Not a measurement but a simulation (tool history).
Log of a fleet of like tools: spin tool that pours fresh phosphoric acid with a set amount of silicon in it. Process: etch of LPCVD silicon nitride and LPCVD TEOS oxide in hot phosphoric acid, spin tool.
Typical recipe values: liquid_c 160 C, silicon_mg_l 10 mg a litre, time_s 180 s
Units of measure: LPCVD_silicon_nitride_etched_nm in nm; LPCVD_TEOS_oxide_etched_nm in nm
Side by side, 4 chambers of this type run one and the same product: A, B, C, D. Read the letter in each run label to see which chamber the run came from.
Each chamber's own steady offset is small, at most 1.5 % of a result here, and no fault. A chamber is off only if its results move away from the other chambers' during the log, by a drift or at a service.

run   hour  liquid_c  silicon_mg_l  time_s  hours since the thermometer was replaced  hours since the dissolved silicon flow meter was replaced  hours since the heated supply line was repaired  read-back film thickness of the LPCVD silicon nitride reference wafer, read on the same gauge (nm)  read-back film thickness of the LPCVD TEOS oxide reference wafer, read on the same gauge (nm)  LPCVD_silicon_nitride_etched_nm  LPCVD_TEOS_oxide_etched_nm
 1A    7.1       160            10     180                                     937.8                                                      583.8                                           2411.9                                                                                              100.01                                                                                         109.99                           15.582                     0.74654
 2D     13       160            10     180                                    2161.7                                                      565.5                                           2633.3                                                                                              100.01                                                                                         109.98                           15.962                     0.77301
      16.2  -- chamber D: dissolved silicon flow meter replaced
 3C   19.1       160            10     180                                    1022.1                                                      484.5                                            470.2                                                                                              99.976                                                                                         109.98                           15.749                     0.77082
 4B   30.4       160            10     180                                     859.8                                                      610.3                                            640.5                                                                                              100.02                                                                                         110.01                           16.094                     0.71767
 5C   36.4       160            10     180                                    1039.4                                                      501.8                                            487.5                                                                                              99.994                                                                                         109.99                           15.693                     0.69248
 6A   42.4       160            10     180                                     973.1                                                      619.1                                           2447.2                                                                                               99.99                                                                                         109.97                           15.496                     0.76534
 7B   51.5       160            10     180                                     880.9                                                      631.4                                            661.6                                                                                                 100                                                                                         109.96                           15.994                     0.73993
 8D   61.8       160            10     180                                    2210.5                                                       45.6                                           2682.1                                                                                              100.01                                                                                            110                           15.909                     0.71523
      67.6  -- chamber C: thermometer replaced
 9D   74.3       160            10     180                                      2223                                                       58.1                                           2694.6                                                                                              100.01                                                                                            110                           15.922                     0.81625
10A   85.9       160            10     180                                    1016.6                                                      662.6                                           2490.7                                                                                                 100                                                                                         110.02                           15.749                     0.74408
11C     95       158            10     250                                      27.5                                                      560.4                                            546.1                                                                                              100.01                                                                                         109.99                           20.202                     0.84502
12B    105       158            10     250                                     934.4                                                      684.9                                            715.1                                                                                              100.02                                                                                            110                           20.717                     0.95791
13C  111.9       158            10     250                                      44.4                                                      577.3                                              563                                                                                              100.02                                                                                         109.98                           20.261                     0.88288
14D  118.6       158            10     250                                    2267.3                                                      102.4                                           2738.9                                                                                              100.01                                                                                            110                           20.865                      0.8823
15A  127.8       160            10     180                                    1058.5                                                      704.5                                           2532.6                                                                                              99.991                                                                                            110                           15.699                     0.78588
16B  136.3       160            10     180                                     965.7                                                      716.2                                            746.4                                                                                              100.01                                                                                         109.98                           15.924                     0.72102
17B  142.4       160            10     180                                     971.8                                                      722.3                                            752.5                                                                                              100.02                                                                                         110.01                           15.823                     0.73182
18A    150       160            10     180                                    1080.7                                                      726.7                                           2554.8                                                                                              99.988                                                                                         110.03                            15.52                     0.75556
19D  157.7       160            10     180                                    2306.4                                                      141.5                                             2778                                                                                              99.991                                                                                         109.98                           15.835                      0.7639
20C  164.9       160            10     180                                      97.4                                                      630.3                                              616                                                                                                 100                                                                                            110                           15.552                     0.73981
21D  177.8     161.5            10     140                                    2326.5                                                      161.6                                           2798.1                                                                                              99.994                                                                                         109.96                           13.076                     0.69725
22B  188.6     161.5            10     140                                      1018                                                      768.5                                            798.7                                                                                              100.01                                                                                         110.01                            12.47                     0.61292
23C  194.6     161.5            10     140                                     127.1                                                        660                                            645.7                                                                                              100.01                                                                                         110.03                           12.667                     0.68695
     199.3  -- chamber C: dissolved silicon flow meter replaced
24A  205.6     161.5            10     140                                    1136.3                                                      782.3                                           2610.4                                                                                                 100                                                                                            110                           12.868                     0.63932
25C  214.8       160            10     180                                     147.3                                                       15.6                                            665.9                                                                                              100.03                                                                                         109.98                           15.669                      0.7284
26D  223.3       160            10     255                                      2372                                                      207.1                                           2843.6                                                                                              99.988                                                                                         110.01                           22.745                      1.1631
27A    235       160            10     255                                    1165.7                                                      811.7                                           2639.8                                                                                              100.03                                                                                         110.01                           22.115                      1.0785
28B  246.3       160            10     255                                    1075.7                                                      826.2                                            856.4                                                                                              100.02                                                                                         109.99                           21.242                     0.97163
29C  252.4       160            10     255                                     184.9                                                       53.2                                            703.5                                                                                              100.01                                                                                         109.99                           22.009                      1.0559
30A  265.5       160            10     180                                    1196.2                                                      842.2                                           2670.3                                                                                              100.01                                                                                         109.99                            15.72                     0.74411
31B  274.2       160            10     180                                    1103.6                                                      854.1                                            884.3                                                                                              99.994                                                                                            110                           15.013                     0.61864
32D  286.7       160            10     130                                    2435.4                                                      270.5                                             2907                                                                                              100.01                                                                                         110.01                           11.436                      0.5346
33D  299.1       160            10     130                                    2447.8                                                      282.9                                           2919.4                                                                                              100.01                                                                                         109.99                           11.593                     0.53291
34B  307.1       160            10     130                                    1136.5                                                        887                                            917.2                                                                                              100.01                                                                                         109.97                           10.564                     0.42203
35A    315       160            10     130                                    1245.7                                                      891.7                                           2719.8                                                                                              100.01                                                                                         109.99                             11.4                     0.50616
36C  324.4       160            10     120                                     256.9                                                      125.2                                            775.5                                                                                              99.991                                                                                            110                            10.38                     0.48386

Each of the 4 chambers runs these same settings next. Fill in every chamber's results:
37A  333.8       160             6     180                                                                                                                                                                                                                                                                                                                                                                                         ?                           ?
37B  333.8       160             6     180                                                                                                                                                                                                                                                                                                                                                                                         ?                           ?
37C  333.8       160             6     180                                                                                                                                                                                                                                                                                                                                                                                         ?                           ?
37D  333.8       160             6     180                                                                                                                                                                                                                                                                                                                                                                                         ?                           ?

run  LPCVD_silicon_nitride_etched_nm  LPCVD_TEOS_oxide_etched_nm
37A                           15.871                     0.80797
37B                           14.271                     0.64325
37C                           15.559                     0.80883
37D                           16.193                      0.8406
